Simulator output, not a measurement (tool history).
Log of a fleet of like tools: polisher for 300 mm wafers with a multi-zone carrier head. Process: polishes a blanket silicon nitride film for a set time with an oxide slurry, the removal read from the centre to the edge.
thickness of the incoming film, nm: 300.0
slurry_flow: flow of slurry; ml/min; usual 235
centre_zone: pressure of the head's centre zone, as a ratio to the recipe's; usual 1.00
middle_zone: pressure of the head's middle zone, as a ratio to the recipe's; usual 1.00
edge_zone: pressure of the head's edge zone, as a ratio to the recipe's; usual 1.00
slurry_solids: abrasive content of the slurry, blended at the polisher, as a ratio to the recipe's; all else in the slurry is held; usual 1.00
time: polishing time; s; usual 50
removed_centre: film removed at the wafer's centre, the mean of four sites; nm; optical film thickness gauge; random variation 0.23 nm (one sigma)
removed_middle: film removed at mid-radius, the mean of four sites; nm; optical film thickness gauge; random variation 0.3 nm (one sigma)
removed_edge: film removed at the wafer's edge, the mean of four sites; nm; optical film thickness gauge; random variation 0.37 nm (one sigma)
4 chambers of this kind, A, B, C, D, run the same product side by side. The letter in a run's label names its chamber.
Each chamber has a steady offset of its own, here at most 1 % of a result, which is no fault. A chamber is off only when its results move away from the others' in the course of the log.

run,hour,slurry_flow,centre_zone,middle_zone,edge_zone,slurry_solids,time,wafers polished on this pad,hours since the slurry nozzle was cleaned,hours since the centre zone pressure was calibrated,hours since the edge zone pressure was calibrated,removed_centre,removed_middle,removed_edge
# hour 10.2: chamber D: worn pad replaced by a new one
1D,14.6,235,1.00,1.00,1.00,1.00,50,43,44.4,264.3,1045.3,37.157,37.365,36.714
2A,26.4,235,1.00,1.00,1.00,1.00,50,301,268.6,218.2,392.8,36.939,36.755,36.737
3C,33.2,235,1.00,1.00,1.00,1.00,50,484,255.5,67.1,1441.9,37.029,36.565,37.155
4B,41.8,235,1.00,1.00,1.00,1.00,50,417,182.2,1103.5,397.0,37.084,37.205,36.678
5D,54.9,235,1.00,1.00,1.00,1.00,50,434,84.7,304.6,1085.6,36.831,37.222,36.758
6C,61.6,235,1.07,1.00,1.00,0.80,50,760,283.9,95.5,1470.3,35.132,32.721,33.219
7B,74.7,235,1.07,1.00,1.00,0.80,50,736,215.1,1136.4,429.9,35.756,32.501,33.205
# hour 77.2: chamber D: centre zone pressure recalibrated
# hour 81.0: chamber B: worn pad replaced by a new one
8A,89.0,235,1.07,1.00,1.00,0.80,50,908,331.2,280.8,455.4,35.638,32.702,32.581
9D,98.0,235,1.07,1.00,1.00,0.80,50,852,127.8,20.9,1128.7,35.650,33.320,32.694
10C,107.4,235,1.00,1.00,1.00,1.00,50,1204,329.7,141.3,1516.1,36.610,37.020,36.317
# hour 114.3: chamber A: worn pad replaced by a new one
11B,116.9,235,1.00,1.00,1.00,1.00,50,349,257.3,1178.6,472.1,36.730,36.526,36.989
# hour 117.4: chamber D: worn pad replaced by a new one
12A,128.1,235,1.00,1.00,1.00,1.00,50,134,370.3,319.9,494.5,37.045,36.342,36.636
13D,140.7,235,1.00,1.00,1.00,1.00,50,226,170.5,63.6,1171.4,37.028,37.101,36.281
14C,154.2,235,1.00,1.00,1.00,1.00,50,1658,376.5,188.1,1562.9,36.515,36.350,36.669
# hour 158.2: chamber B: worn pad replaced by a new one
15B,167.6,235,1.00,1.00,1.00,1.00,50,91,308.0,1229.3,522.8,37.427,36.278,36.676
16A,178.5,235,0.94,1.00,1.00,1.00,50,623,420.7,370.3,544.9,34.587,36.162,37.055
# hour 182.5: chamber C: edge zone pressure recalibrated
17B,188.2,235,0.94,1.00,1.00,1.00,50,291,328.6,1249.9,543.4,34.651,36.850,37.518
18C,196.8,235,0.94,1.00,1.00,1.00,50,2071,419.1,230.7,14.3,34.403,36.469,36.593
19D,209.6,235,0.94,1.00,1.00,1.00,50,894,239.4,132.5,1240.3,34.884,38.154,36.613
# hour 213.2: chamber D: worn pad replaced by a new one
# hour 213.9: chamber A: slurry nozzle cleaned
20A,219.1,235,1.00,1.00,1.00,1.00,50,1016,5.3,410.9,585.5,37.108,36.700,36.577
# hour 222.9: chamber A: worn pad replaced by a new one
21C,231.4,235,0.95,0.89,1.00,1.00,50,2407,453.7,265.3,48.9,34.446,32.084,36.527
# hour 232.5: chamber B: worn pad replaced by a new one
22B,243.2,235,0.95,0.89,1.00,1.00,50,104,383.6,1304.9,598.4,34.846,32.746,36.889
23D,257.3,235,0.95,0.89,1.00,1.00,50,427,287.1,180.2,1288.0,34.820,33.462,36.933
# hour 257.5: chamber A: centre zone pressure recalibrated
24A,264.2,235,0.95,0.89,1.00,1.00,50,401,50.4,6.8,630.6,35.227,33.085,36.441
25A,270.7,235,1.06,1.00,1.09,1.00,50,464,56.9,13.3,637.1,39.849,36.964,38.660
26B,278.6,235,1.06,1.00,1.09,1.00,50,447,419.0,1340.3,633.8,39.639,36.468,38.565
27D,286.6,235,1.06,1.00,1.09,1.00,50,711,316.4,209.5,1317.3,39.207,37.000,37.894
28C,294.9,235,1.06,1.00,1.09,1.00,50,3023,517.2,328.8,112.4,38.167,35.270,37.857
29A,303.7,235,1.00,1.00,1.00,1.00,50,784,89.9,46.3,670.1,36.934,36.979,37.249
# hour 309.8: chamber B: centre zone pressure recalibrated
# hour 312.0: chamber D: worn pad replaced by a new one
30B,313.7,235,1.00,1.00,1.00,1.00,50,788,454.1,4.0,668.9,37.526,36.687,36.491
# hour 318.9: chamber B: worn pad replaced by a new one
31D,321.1,260,1.00,1.00,1.00,1.00,50,88,350.9,244.0,1351.8,37.229,37.588,36.682
# hour 326.7: chamber A: worn pad replaced by a new one
32C,334.2,260,1.00,1.00,1.00,1.00,50,3404,556.5,368.1,151.7,36.089,36.012,35.640
33D,341.8,260,1.00,1.00,1.00,1.00,50,289,371.6,264.7,1372.5,37.531,37.789,36.670
34B,351.8,260,1.00,1.00,1.00,1.00,50,319,492.2,42.1,707.0,37.843,37.365,37.406
35A,363.4,235,1.00,1.00,1.00,1.00,50,356,149.6,106.0,729.8,37.111,36.482,36.712
36C,370.0,235,1.00,1.00,1.00,1.00,50,3751,592.3,403.9,187.5,35.658,35.179,35.603
37B,378.3,235,1.00,1.00,1.00,1.00,50,576,518.7,68.6,733.5,36.673,36.576,37.526
38A,392.5,235,1.00,1.00,1.00,1.00,50,638,178.7,135.1,758.9,36.839,36.349,36.932
# hour 397.0: chamber D: worn pad replaced by a new one
39C,405.7,235,1.00,0.96,1.00,1.00,50,4097,628.0,439.6,223.2,34.917,33.513,35.108
# hour 408.1: chamber B: worn pad replaced by a new one
40D,416.9,235,1.00,0.96,1.00,1.00,50,193,446.7,339.8,1447.6,37.061,36.123,36.739
41A,424.7,235,1.00,0.96,1.00,1.00,50,950,210.9,167.3,791.1,37.053,34.771,37.046
42B,433.1,235,1.00,0.96,1.00,1.00,50,242,573.5,123.4,788.3,37.226,35.141,37.138

Next, every chamber runs the same settings. What will each give?
43A,443.6,235,1.00,1.00,1.00,1.25,50,,,,,?,?,?
43B,443.6,235,1.00,1.00,1.00,1.25,50,,,,,?,?,?
43C,443.6,235,1.00,1.00,1.00,1.25,50,,,,,?,?,?
43D,443.6,235,1.00,1.00,1.00,1.25,50,,,,,?,?,?

run,removed_centre,removed_middle,removed_edge
43A,40.726,40.205,39.380
43B,40.849,39.876,40.722
43C,38.648,38.368,38.773
43D,41.017,40.955,40.863
